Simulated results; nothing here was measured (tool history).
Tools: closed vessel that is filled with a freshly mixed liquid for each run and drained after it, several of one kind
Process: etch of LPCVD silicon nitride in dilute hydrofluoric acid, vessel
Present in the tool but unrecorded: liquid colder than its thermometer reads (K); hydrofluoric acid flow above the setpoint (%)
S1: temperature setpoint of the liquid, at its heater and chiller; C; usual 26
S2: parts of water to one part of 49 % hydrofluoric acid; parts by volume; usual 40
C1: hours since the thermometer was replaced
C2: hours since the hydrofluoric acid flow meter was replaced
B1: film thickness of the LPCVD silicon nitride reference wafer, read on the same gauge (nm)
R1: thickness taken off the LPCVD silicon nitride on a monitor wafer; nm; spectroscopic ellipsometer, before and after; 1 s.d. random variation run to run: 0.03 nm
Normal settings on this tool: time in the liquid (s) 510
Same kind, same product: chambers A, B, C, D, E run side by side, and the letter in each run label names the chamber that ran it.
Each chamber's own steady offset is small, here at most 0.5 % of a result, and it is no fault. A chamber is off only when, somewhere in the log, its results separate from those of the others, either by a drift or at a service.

Run 1A, hour 7.1: usual settings; C1 693.6; C2 846.4; B1 140.04. Result: R1 6.7919 nm.
Run 2D, hour 13.2: usual settings; C1 658.7; C2 824.9; B1 140.01. Result: R1 6.878 nm.
Run 3B, hour 19.6: usual settings; C1 167.2; C2 879.5; B1 140. Result: R1 6.8097 nm.
Run 4C, hour 24.1: usual settings; C1 594; C2 443.6; B1 139.99. Result: R1 6.8448 nm.
Run 5E, hour 31.1: usual settings; C1 316.5; C2 396.3; B1 140.05. Result: R1 6.8314 nm.
At hour 34.4: chamber A: thermometer replaced.
Run 6E, hour 37.6: usual settings; C1 323; C2 402.8; B1 140.01. Result: R1 6.846 nm.
Run 7D, hour 41.8: usual settings; C1 687.3; C2 853.5; B1 139.96. Result: R1 6.9019 nm.
Run 8C, hour 48.3: usual settings; C1 618.2; C2 467.8; B1 139.97. Result: R1 6.8568 nm.
Run 9A, hour 51.9: usual settings; C1 17.6; C2 891.2; B1 139.98. Result: R1 6.8254 nm.
Run 10B, hour 60: usual settings; C1 207.6; C2 919.9; B1 139.95. Result: R1 6.8353 nm.
Run 11E, hour 67.8: usual settings; C1 353.2; C2 433; B1 140. Result: R1 6.8752 nm.
Run 12B, hour 72.6: usual settings; C1 220.2; C2 932.5; B1 140.02. Result: R1 6.7881 nm.
Run 13D, hour 77.4: usual settings; C1 722.9; C2 889.1; B1 139.97. Result: R1 6.8388 nm.
Run 14A, hour 84.8: usual settings; C1 50.5; C2 924.1; B1 140. Result: R1 6.8239 nm.
Run 15C, hour 92.4: usual settings but S1 27.5 C, S2 30 parts by volume; C1 662.3; C2 511.9; B1 140.01. Result: R1 9.9973 nm.
Run 16D, hour 97: usual settings but S1 27.5 C, S2 30 parts by volume; C1 742.5; C2 908.7; B1 140.01. Result: R1 9.8724 nm.
Run 17B, hour 102.6: usual settings but S1 27.5 C, S2 30 parts by volume; C1 250.2; C2 962.5; B1 139.99. Result: R1 9.9195 nm.
Run 18A, hour 106.7: usual settings but S1 27.5 C, S2 30 parts by volume; C1 72.4; C2 946; B1 140. Result: R1 10.076 nm.
Run 19C, hour 113.4: usual settings but S1 27.5 C, S2 30 parts by volume; C1 683.3; C2 532.9; B1 139.99. Result: R1 9.9917 nm.
Run 20E, hour 118.7: usual settings; C1 404.1; C2 483.9; B1 140.02. Result: R1 6.8309 nm.
Run 21D, hour 123: usual settings; C1 768.5; C2 934.7; B1 139.99. Result: R1 6.7022 nm.
Run 22A, hour 130.6: usual settings but S1 30.5 C; C1 96.3; C2 969.9; B1 139.98. Result: R1 9.1416 nm.
Run 23B, hour 136.1: usual settings but S1 30.5 C; C1 283.7; C2 996; B1 140.02. Result: R1 9.1197 nm.
Run 24E, hour 143.9: usual settings but S1 30.5 C; C1 429.3; C2 509.1; B1 139.98. Result: R1 9.2673 nm.
Run 25C, hour 148.3: usual settings but S1 30.5 C; C1 718.2; C2 567.8; B1 140.04. Result: R1 9.1415 nm.
Run 26C, hour 155.4: usual settings but S1 30.5 C; C1 725.3; C2 574.9; B1 139.99. Result: R1 9.1597 nm.
Run 27B, hour 159: usual settings; C1 306.6; C2 1018.9; B1 139.98. Result: R1 6.8102 nm.
Run 28E, hour 163.1: usual settings; C1 448.5; C2 528.3; B1 140.01. Result: R1 6.8534 nm.
Run 29D, hour 168.1: usual settings; C1 813.6; C2 979.8; B1 139.98. Result: R1 6.607 nm.
Run 30A, hour 175.9: usual settings; C1 141.6; C2 1015.2; B1 140.04. Result: R1 6.8262 nm.
Run 31D, hour 182.9: usual settings; C1 828.4; C2 994.6; B1 139.98. Result: R1 6.5772 nm.
Run 32A, hour 186.3: usual settings; C1 152; C2 1025.6; B1 139.97. Result: R1 6.8536 nm.
Run 33C, hour 190.7: usual settings but time in the liquid (s) 265; C1 760.6; C2 610.2; B1 140.02. Result: R1 3.564 nm.

Read the log: is a single chamber off, either drifting away or since a service, is the gauge that measures every chamber drifting, or is nothing wrong beyond small per-chamber offsets? Name any odd chamber and what most likely caused it.

It is chamber D that slowly wanders off from its peers.
What lies behind it: liquid colder than its thermometer reads (K) = 0.674.
The log might look much the same if the cause were instead: hydrofluoric acid flow below the setpoint (%).

Here are 4 candidates for chamber D's next run, each the usual settings with a change, their results left as question marks. Which one brings its results back in line with what the others give on the usual settings?
Maximum distance from the other chambers' mean on the usual settings for a result to count as in line: R1 0.11 nm
Run 34D-1, hour 196.5: usual settings but time in the liquid (s) 470. Result: R1 ?.
Run 34D-2, hour 196.5: usual settings but time in the liquid (s) 530. Result: R1 ?.
Run 34D-3, hour 196.5: usual settings but time in the liquid (s) 550. Result: R1 ?.
Run 34D-4, hour 196.5: usual settings but time in the liquid (s) 490. Result: R1 ?.

The other chambers' mean on the usual settings: R1 6.837 nm
  run      R1
34D-1  6.0385
34D-2  6.8093
34D-3  7.0663
34D-4  6.2954
It is 34D-2 that realigns the chamber with its peers.

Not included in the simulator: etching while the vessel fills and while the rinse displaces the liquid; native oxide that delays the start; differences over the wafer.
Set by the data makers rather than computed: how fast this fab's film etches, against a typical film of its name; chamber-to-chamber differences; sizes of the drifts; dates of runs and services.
